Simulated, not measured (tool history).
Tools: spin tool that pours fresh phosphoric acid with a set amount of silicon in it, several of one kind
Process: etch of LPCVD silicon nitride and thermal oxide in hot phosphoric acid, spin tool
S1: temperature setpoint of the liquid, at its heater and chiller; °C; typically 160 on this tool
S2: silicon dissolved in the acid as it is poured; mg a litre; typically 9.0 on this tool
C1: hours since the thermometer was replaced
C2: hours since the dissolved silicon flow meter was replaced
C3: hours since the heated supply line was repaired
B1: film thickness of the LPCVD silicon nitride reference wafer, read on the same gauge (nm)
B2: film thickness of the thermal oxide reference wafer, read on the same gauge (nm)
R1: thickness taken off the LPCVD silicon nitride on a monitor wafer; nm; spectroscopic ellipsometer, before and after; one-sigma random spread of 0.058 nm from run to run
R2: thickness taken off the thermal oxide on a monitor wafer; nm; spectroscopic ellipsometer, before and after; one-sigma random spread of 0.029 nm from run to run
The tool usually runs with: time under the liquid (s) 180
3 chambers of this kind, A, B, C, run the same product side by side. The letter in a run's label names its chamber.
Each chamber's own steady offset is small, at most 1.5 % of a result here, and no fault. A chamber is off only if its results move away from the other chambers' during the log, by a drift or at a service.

run 1A day=0.154 | S1=160 S2=9.0 time_under_the_liquid_(s)=180 | C1=249.3 C2=305.1 C3=2204.6 | B1=49.956 B2=110.00 | R1=18.172 R2=0.43309
run 2C day=0.408 | S1=160 S2=9.0 time_under_the_liquid_(s)=180 | C1=409.7 C2=756.0 C3=1535.6 | B1=49.968 B2=109.98 | R1=18.374 R2=0.41688
run 3B day=0.692 | S1=160 S2=9.0 time_under_the_liquid_(s)=180 | C1=320.1 C2=460.7 C3=469.4 | B1=50.035 B2=109.99 | R1=18.311 R2=0.40942
run 4A day=0.908 | S1=160 S2=9.0 time_under_the_liquid_(s)=180 | C1=267.4 C2=323.2 C3=2222.7 | B1=49.982 B2=110.06 | R1=18.250 R2=0.42182
run 5B day=1.188 | S1=160 S2=9.0 time_under_the_liquid_(s)=260 | C1=332.0 C2=472.6 C3=481.3 | B1=50.025 B2=110.00 | R1=26.612 R2=0.66806
run 6C day=1.375 | S1=160 S2=9.0 time_under_the_liquid_(s)=260 | C1=432.9 C2=779.2 C3=1558.8 | B1=50.046 B2=110.01 | R1=26.518 R2=0.58348
run 7A day=1.575 | S1=160 S2=9.0 time_under_the_liquid_(s)=260 | C1=283.4 C2=339.2 C3=2238.7 | B1=49.940 B2=110.04 | R1=26.519 R2=0.64617
run 8C day=1.788 | S1=160 S2=9.0 time_under_the_liquid_(s)=180 | C1=442.8 C2=789.1 C3=1568.7 | B1=49.946 B2=109.96 | R1=18.366 R2=0.44669
run 9B day=2.038 | S1=161 S2=9.0 time_under_the_liquid_(s)=235 | C1=352.4 C2=493.0 C3=501.7 | B1=50.019 B2=110.03 | R1=24.806 R2=0.66391
run 10C day=2.312 | S1=161 S2=9.0 time_under_the_liquid_(s)=235 | C1=455.4 C2=801.7 C3=1581.3 | B1=49.973 B2=110.01 | R1=24.862 R2=0.65156
run 11A day=2.458 | S1=161 S2=9.0 time_under_the_liquid_(s)=235 | C1=304.6 C2=360.4 C3=2259.9 | B1=49.965 B2=110.05 | R1=24.511 R2=0.57787
-- day=2.612 chamber A: heated supply line repaired
run 12B day=2.683 | S1=160 S2=9.0 time_under_the_liquid_(s)=180 | C1=367.9 C2=508.5 C3=517.2 | B1=49.995 B2=110.04 | R1=18.348 R2=0.43202
run 13B day=2.850 | S1=160 S2=9.0 time_under_the_liquid_(s)=180 | C1=371.9 C2=512.5 C3=521.2 | B1=50.002 B2=110.00 | R1=18.383 R2=0.43127
run 14C day=2.992 | S1=160 S2=9.0 time_under_the_liquid_(s)=180 | C1=471.7 C2=818.0 C3=1597.6 | B1=50.030 B2=109.98 | R1=18.319 R2=0.40454
run 15A day=3.142 | S1=160 S2=9.0 time_under_the_liquid_(s)=180 | C1=321.0 C2=376.8 C3=12.8 | B1=50.005 B2=110.04 | R1=18.323 R2=0.42311
run 16C day=3.325 | S1=160 S2=9.0 time_under_the_liquid_(s)=180 | C1=479.7 C2=826.0 C3=1605.6 | B1=50.009 B2=110.01 | R1=18.331 R2=0.41843
run 17A day=3.479 | S1=163 S2=9.0 time_under_the_liquid_(s)=180 | C1=329.1 C2=384.9 C3=20.9 | B1=49.998 B2=110.02 | R1=20.370 R2=0.52727
run 18B day=3.758 | S1=163 S2=9.0 time_under_the_liquid_(s)=180 | C1=393.7 C2=534.3 C3=543.0 | B1=49.992 B2=110.01 | R1=20.331 R2=0.50115
run 19C day=3.950 | S1=163 S2=9.0 time_under_the_liquid_(s)=180 | C1=494.7 C2=841.0 C3=1620.6 | B1=49.973 B2=109.96 | R1=20.252 R2=0.51525
-- day=4.175 chamber B: dissolved silicon flow meter replaced
run 20A day=4.204 | S1=160 S2=9.0 time_under_the_liquid_(s)=180 | C1=346.5 C2=402.3 C3=38.3 | B1=49.971 B2=110.02 | R1=18.313 R2=0.45825
run 21B day=4.388 | S1=160 S2=9.0 time_under_the_liquid_(s)=180 | C1=408.8 C2=5.2 C3=558.1 | B1=49.988 B2=109.96 | R1=18.225 R2=0.41536
-- day=4.625 chamber C: dissolved silicon flow meter replaced
run 22B day=4.662 | S1=160 S2=9.0 time_under_the_liquid_(s)=180 | C1=415.4 C2=11.8 C3=564.7 | B1=49.937 B2=110.00 | R1=18.416 R2=0.45930
run 23C day=4.808 | S1=160 S2=9.0 time_under_the_liquid_(s)=180 | C1=515.3 C2=4.4 C3=1641.2 | B1=49.964 B2=110.01 | R1=18.334 R2=0.40522
run 24A day=5.121 | S1=160 S2=9.0 time_under_the_liquid_(s)=180 | C1=368.5 C2=424.3 C3=60.3 | B1=49.974 B2=110.02 | R1=18.271 R2=0.44711
run 25A day=5.308 | S1=160 S2=6.0 time_under_the_liquid_(s)=180 | C1=373.0 C2=428.8 C3=64.8 | B1=49.985 B2=110.02 | R1=18.269 R2=0.43237
run 26B day=5.488 | S1=160 S2=6.0 time_under_the_liquid_(s)=180 | C1=435.2 C2=31.6 C3=584.5 | B1=49.999 B2=110.03 | R1=18.406 R2=0.47522
run 27C day=5.808 | S1=160 S2=6.0 time_under_the_liquid_(s)=180 | C1=539.3 C2=28.4 C3=1665.2 | B1=49.993 B2=109.99 | R1=18.436 R2=0.50931
run 28A day=6.058 | S1=160 S2=9.0 time_under_the_liquid_(s)=180 | C1=391.0 C2=446.8 C3=82.8 | B1=49.986 B2=109.93 | R1=18.317 R2=0.37874
run 29B day=6.233 | S1=160 S2=9.0 time_under_the_liquid_(s)=180 | C1=453.1 C2=49.5 C3=602.4 | B1=50.057 B2=110.00 | R1=18.347 R2=0.38420
run 30C day=6.525 | S1=160 S2=9.0 time_under_the_liquid_(s)=180 | C1=556.5 C2=45.6 C3=1682.4 | B1=50.007 B2=109.96 | R1=18.366 R2=0.48435
run 31B day=6.800 | S1=160 S2=9.0 time_under_the_liquid_(s)=180 | C1=466.7 C2=63.1 C3=616.0 | B1=49.980 B2=109.94 | R1=18.376 R2=0.40890
run 32C day=7.079 | S1=160 S2=9.0 time_under_the_liquid_(s)=180 | C1=569.8 C2=58.9 C3=1695.7 | B1=49.990 B2=110.01 | R1=18.347 R2=0.39497
run 33A day=7.350 | S1=160 S2=9.0 time_under_the_liquid_(s)=180 | C1=422.0 C2=477.8 C3=113.8 | B1=50.007 B2=110.04 | R1=18.262 R2=0.48178
run 34A day=7.496 | S1=160 S2=9.0 time_under_the_liquid_(s)=180 | C1=425.5 C2=481.3 C3=117.3 | B1=49.996 B2=109.99 | R1=18.338 R2=0.42877
run 35B day=7.721 | S1=160 S2=4.5 time_under_the_liquid_(s)=180 | C1=488.8 C2=85.2 C3=638.1 | B1=49.998 B2=110.01 | R1=18.407 R2=0.44839
run 36C day=8.038 | S1=160 S2=4.5 time_under_the_liquid_(s)=180 | C1=592.8 C2=81.9 C3=1718.7 | B1=50.048 B2=109.99 | R1=18.340 R2=0.49267
run 37B day=8.342 | S1=160 S2=4.5 time_under_the_liquid_(s)=180 | C1=503.7 C2=100.1 C3=653.0 | B1=50.029 B2=109.97 | R1=18.480 R2=0.42982
run 38C day=8.517 | S1=160 S2=9.0 time_under_the_liquid_(s)=180 | C1=604.3 C2=93.4 C3=1730.2 | B1=50.069 B2=109.99 | R1=18.397 R2=0.37263
run 39A day=8.738 | S1=160 S2=9.0 time_under_the_liquid_(s)=180 | C1=455.3 C2=511.1 C3=147.1 | B1=50.030 B2=110.01 | R1=18.336 R2=0.39370
run 40C day=8.983 | S1=160 S2=9.0 time_under_the_liquid_(s)=270 | C1=615.5 C2=104.6 C3=1741.4 | B1=50.028 B2=110.01 | R1=27.697 R2=0.63421

Does one chamber stand apart from the rest, does the shared gauge drift, or is all well apart from small per-chamber offsets? Give the chamber and the most likely cause, where there is one.

Beyond each chamber's small constant offset nothing stands out, and the gauge stays steady.

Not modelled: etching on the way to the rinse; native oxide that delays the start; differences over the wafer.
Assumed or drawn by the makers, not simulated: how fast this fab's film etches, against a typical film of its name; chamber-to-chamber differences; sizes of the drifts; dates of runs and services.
